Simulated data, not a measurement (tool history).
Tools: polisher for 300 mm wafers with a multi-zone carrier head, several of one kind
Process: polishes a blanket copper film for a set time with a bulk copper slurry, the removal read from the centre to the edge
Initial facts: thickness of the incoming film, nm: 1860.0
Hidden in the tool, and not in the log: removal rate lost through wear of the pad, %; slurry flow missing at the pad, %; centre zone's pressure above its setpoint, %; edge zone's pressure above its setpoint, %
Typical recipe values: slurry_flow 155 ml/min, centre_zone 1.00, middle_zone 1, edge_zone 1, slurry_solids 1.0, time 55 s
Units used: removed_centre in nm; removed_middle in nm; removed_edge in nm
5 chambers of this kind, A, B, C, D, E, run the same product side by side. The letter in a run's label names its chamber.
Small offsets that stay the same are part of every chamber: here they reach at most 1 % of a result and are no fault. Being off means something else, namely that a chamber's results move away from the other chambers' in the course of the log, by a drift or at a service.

run	hour	slurry_flow	centre_zone	middle_zone	edge_zone	slurry_solids	time	wafers polished on this pad	hours since the slurry nozzle was cleaned	hours since the centre zone pressure was calibrated	hours since the edge zone pressure was calibrated	removed_centre	removed_middle	removed_edge
# hour 1.2: chamber A: worn pad replaced by a new one
# hour 2.5: chamber C: worn pad replaced by a new one
# hour 3.7: chamber D: centre zone pressure recalibrated
1E	7.0	155	1.00	1	1	1.0	55	332	41.9	219.1	84.2	435.94	443.08	437.33
# hour 12.8: chamber B: centre zone pressure recalibrated
2C	14.6	155	1.00	1	1	1.0	55	146	129.6	316.2	74.4	441.44	434.65	437.97
3A	22.3	155	1.00	1	1	1.0	55	255	596.4	588.4	592.9	439.37	444.25	442.36
4B	33.8	155	1.00	1	1	1.0	55	648	102.4	21.1	277.9	436.33	440.16	438.36
# hour 43.2: chamber B: worn pad replaced by a new one
5D	46.1	155	1.00	1	1	1.0	55	681	83.9	42.5	267.0	437.32	447.10	438.48
# hour 50.0: chamber A: slurry nozzle cleaned
6C	57.8	155	1.00	1	1	1.0	55	668	172.8	359.4	117.6	443.86	440.32	439.18
7A	64.2	155	1.00	1	1	1.0	55	761	14.3	630.3	634.8	441.99	437.24	437.19
# hour 66.5: chamber E: worn pad replaced by a new one
8D	75.1	155	1.00	1	1	1.0	55	1031	112.9	71.5	296.0	447.30	441.65	441.37
9B	81.8	155	1.00	1	1	1.0	55	466	150.4	69.1	325.9	436.75	436.17	436.32
# hour 88.4: chamber A: worn pad replaced by a new one
10E	91.3	155	1.00	1	1	1.0	55	299	126.2	303.4	168.5	444.74	433.38	432.53
# hour 92.4: chamber D: worn pad replaced by a new one
11E	102.8	155	1.00	1	1	1.0	55	438	137.7	314.9	180.0	433.75	438.72	436.51
# hour 105.4: chamber C: centre zone pressure recalibrated
# hour 109.0: chamber B: worn pad replaced by a new one
12A	109.3	155	1.00	1	1	1.0	55	253	59.4	675.4	679.9	436.35	428.16	443.66
13D	118.9	155	1.00	1	1	1.0	55	319	156.7	115.3	339.8	434.27	443.96	439.27
# hour 121.7: chamber C: worn pad replaced by a new one
14C	125.3	155	1.00	1	1	1.0	55	43	240.3	19.9	185.1	440.10	441.92	442.20
15B	132.9	155	1.00	1	1	1.0	55	289	201.5	120.2	377.0	429.16	430.61	429.45
16D	144.1	155	1.00	1	1	1.0	55	623	181.9	140.5	365.0	433.62	437.01	441.93
# hour 150.8: chamber E: worn pad replaced by a new one
17C	156.4	155	1.00	1	1	1.0	55	419	271.4	51.0	216.2	442.92	447.82	435.92
# hour 166.9: chamber E: slurry nozzle cleaned
18E	167.8	155	1.00	1	1	1.0	49	205	1.0	379.9	245.0	393.04	389.32	389.45
# hour 170.8: chamber A: worn pad replaced by a new one
19B	175.7	155	1.00	1	1	1.0	49	805	244.3	163.0	419.8	371.83	386.47	385.12
# hour 177.4: chamber B: worn pad replaced by a new one
20A	186.3	155	1.00	1	1	1.0	49	187	136.4	752.4	756.9	390.57	386.97	393.18
# hour 191.5: chamber D: worn pad replaced by a new one
21B	193.4	155	1.00	1	1	1.0	49	193	262.0	180.7	437.5	370.77	379.92	379.82
22D	204.1	155	1.00	1	1	1.0	49	152	241.9	200.5	425.0	390.49	387.89	396.89
23C	213.8	155	0.95	1	1	1.0	65	1111	328.8	108.4	273.6	484.88	505.15	511.29
# hour 222.2: chamber C: worn pad replaced by a new one
24E	225.8	155	0.95	1	1	1.0	65	905	59.0	437.9	303.0	488.48	525.28	517.21
25A	233.9	155	0.95	1	1	1.0	65	761	184.0	800.0	804.5	501.26	510.82	521.83
# hour 241.8: chamber E: worn pad replaced by a new one
26D	242.9	155	0.95	1	1	1.0	65	620	280.7	239.3	463.8	484.79	515.01	520.58
# hour 248.1: chamber B: worn pad replaced by a new one
27C	253.0	155	0.95	1	1	1.0	65	372	368.0	147.6	312.8	485.41	523.30	513.64
28B	262.8	125	1.00	1	1	1.1	55	178	331.4	250.1	506.9	381.24	397.44	407.84
29E	273.0	125	1.00	1	1	1.1	55	377	106.2	485.1	350.2	431.09	428.01	429.23
# hour 273.5: chamber A: worn pad replaced by a new one
# hour 274.6: chamber D: worn pad replaced by a new one
30A	282.1	125	1.00	1	1	1.1	55	104	232.2	848.2	852.7	429.04	431.69	432.11
31C	293.0	125	1.00	1	1	1.1	55	855	408.0	187.6	352.8	422.99	424.49	433.48
32A	299.5	125	1.00	1	1	1.1	55	314	249.6	865.6	870.1	425.26	421.24	443.43
33B	312.1	155	1.00	1	1	1.0	55	773	380.7	299.4	556.2	398.23	404.24	413.79
# hour 318.6: chamber E: edge zone pressure recalibrated
34D	318.7	155	1.00	1	1	1.0	55	532	356.5	315.1	539.6	443.09	441.11	442.78
35E	327.9	155	1.00	1	1	1.0	55	1039	161.1	540.0	9.4	429.89	433.23	434.64
36D	338.3	155	1.00	1	1	1.0	55	769	376.1	334.7	559.2	439.05	450.36	437.57
37A	346.7	155	1.00	1	1	1.0	55	884	296.8	912.8	917.3	443.67	435.58	442.03

Next, every chamber runs the same settings. What will each give?
38A	356.0	155	1.00	1	1	1.0	55					?	?	?
38B	356.0	155	1.00	1	1	1.0	55					?	?	?
38C	356.0	155	1.00	1	1	1.0	55					?	?	?
38D	356.0	155	1.00	1	1	1.0	55					?	?	?
38E	356.0	155	1.00	1	1	1.0	55					?	?	?

run	removed_centre	removed_middle	removed_edge
38A	442.69	444.41	437.00
38B	385.54	395.47	402.87
38C	435.54	429.20	430.07
38D	432.66	441.88	435.52
38E	436.46	435.74	437.34
